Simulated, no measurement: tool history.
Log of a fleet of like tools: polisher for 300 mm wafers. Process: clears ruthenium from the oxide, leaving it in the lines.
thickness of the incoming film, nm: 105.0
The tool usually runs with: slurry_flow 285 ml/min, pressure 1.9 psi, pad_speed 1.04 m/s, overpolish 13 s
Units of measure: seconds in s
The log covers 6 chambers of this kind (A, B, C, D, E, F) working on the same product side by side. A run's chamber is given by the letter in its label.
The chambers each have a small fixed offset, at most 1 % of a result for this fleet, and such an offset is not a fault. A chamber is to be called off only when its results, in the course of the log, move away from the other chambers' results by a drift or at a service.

run	hour	slurry_flow	pressure	pad_speed	overpolish	wafers polished on this pad	hours since the slurry nozzle was cleaned	hours since the head pressure was calibrated	seconds
1D	5.7	285	1.9	1.04	13	1262	137	438.1	90.267
# hour 6: chamber D: worn pad replaced by a new one
2B	11.8	285	1.9	1.04	13	596	417.4	530.3	89.636
# hour 17.1: chamber B: slurry nozzle cleaned
3F	17.8	285	1.9	1.04	13	469	188.3	86.2	85.768
4C	24.6	285	1.9	1.04	13	290	34.6	183.6	88.116
5E	31.3	285	1.9	1.04	13	782	383.7	350.3	87.922
6A	36.9	285	1.9	1.04	13	457	295.3	885.9	91.609
7F	43.2	285	1.9	1.04	13	670	213.7	111.6	88.886
8B	47.9	285	1.9	1.04	13	883	30.9	566.4	88.416
# hour 49: chamber B: worn pad replaced by a new one
# hour 49.6: chamber C: worn pad replaced by a new one
9E	55	285	1.9	1.04	13	970	407.4	374	87.213
10D	59.3	285	1.9	1.04	13	423	190.6	491.7	90.443
11C	64	285	1.9	1.04	13	114	74	223	86.578
# hour 66.7: chamber A: worn pad replaced by a new one
12A	69	285	1.9	1.04	13	18	327.4	918	89.57
# hour 74.1: chamber F: worn pad replaced by a new one
13E	78.1	285	1.9	1.04	13	1154	430.5	397.1	90.769
# hour 78.8: chamber E: worn pad replaced by a new one
14F	82.2	285	1.9	1.04	13	64	252.7	150.6	88.125
15A	90	285	1.9	1.04	13	185	348.4	939	87.198
16C	97	285	1.9	1.04	13	376	107	256	86.56
17B	103.2	285	1.9	1.04	13	430	86.2	621.7	84.741
18D	111.9	285	1.9	1.04	13	840	243.2	544.3	87.052
# hour 114.9: chamber C: worn pad replaced by a new one
19D	117.9	285	1.9	1.04	13	888	249.2	550.3	86.725
20F	126.6	285	1.9	1.04	13	417	297.1	195	89.978
# hour 130.5: chamber D: slurry nozzle cleaned
21B	131.2	285	1.9	1.04	17	652	114.2	649.7	83.816
22E	139.2	285	1.9	1.04	17	480	491.6	458.2	85.954
23C	145.5	285	1.9	1.04	17	243	155.5	304.5	85.327
24A	150.2	285	1.9	1.04	17	663	408.6	999.2	89.88
# hour 150.8: chamber A: worn pad replaced by a new one
25C	158.1	285	1.9	1.04	17	343	168.1	317.1	86.854
# hour 161.9: chamber D: worn pad replaced by a new one
26D	164.9	285	1.9	1.04	17	24	34.5	597.3	87.975
27F	169	285	1.9	1.04	13	753	339.5	237.4	89.313
# hour 174: chamber B: worn pad replaced by a new one
28A	176.5	285	1.9	1.04	13	204	434.9	1025.5	90.475
29B	184.4	285	1.9	1.04	13	83	167.4	702.9	89.412
# hour 185.4: chamber C: worn pad replaced by a new one
# hour 185.5: chamber A: head pressure recalibrated
# hour 187.2: chamber F: worn pad replaced by a new one
30E	193.5	285	1.9	1.04	13	911	545.9	512.5	87.187
# hour 195: chamber F: slurry nozzle cleaned
31F	202	285	1.9	1.04	13	118	7	270.4	88.632
32E	208.8	285	1.9	0.8	13	1032	561.2	527.8	112.71
33A	213.1	285	1.9	0.8	13	494	471.5	27.7	114.49
# hour 213.6: chamber E: worn pad replaced by a new one
34D	217.1	285	1.9	0.8	13	438	86.7	649.5	108
35C	225	285	1.9	0.8	13	314	235	384	112.22
36B	230.4	285	1.9	0.8	13	448	213.4	748.9	113.63
# hour 231.8: chamber A: worn pad replaced by a new one
37D	239.1	285	1.9	0.8	13	613	108.7	671.5	113.75
38B	244.2	285	1.9	1.04	13	557	227.2	762.7	86.277
# hour 249.4: chamber C: worn pad replaced by a new one
39A	252	285	1.9	1.04	13	161	510.4	66.6	87.055
40F	260.7	285	1.9	1.04	13	584	65.7	329.1	87.433
41C	267	285	1.9	1.04	13	139	277	426	87.768
42E	273.5	285	1.9	1.04	13	475	625.9	592.5	85.791
43F	279.8	285	1.9	1.04	13	735	84.8	348.2	87.87
44B	287.9	285	1.9	1.04	13	904	270.9	806.4	87.358

Has any chamber moved away from the others, gradually or after a service, or does the common gauge drift, or do the chambers differ only by their own small steady offsets? State the chamber and the most likely cause if one applies.

Neither any chamber nor the gauge drifts; the chambers differ only by their own small, steady offsets.
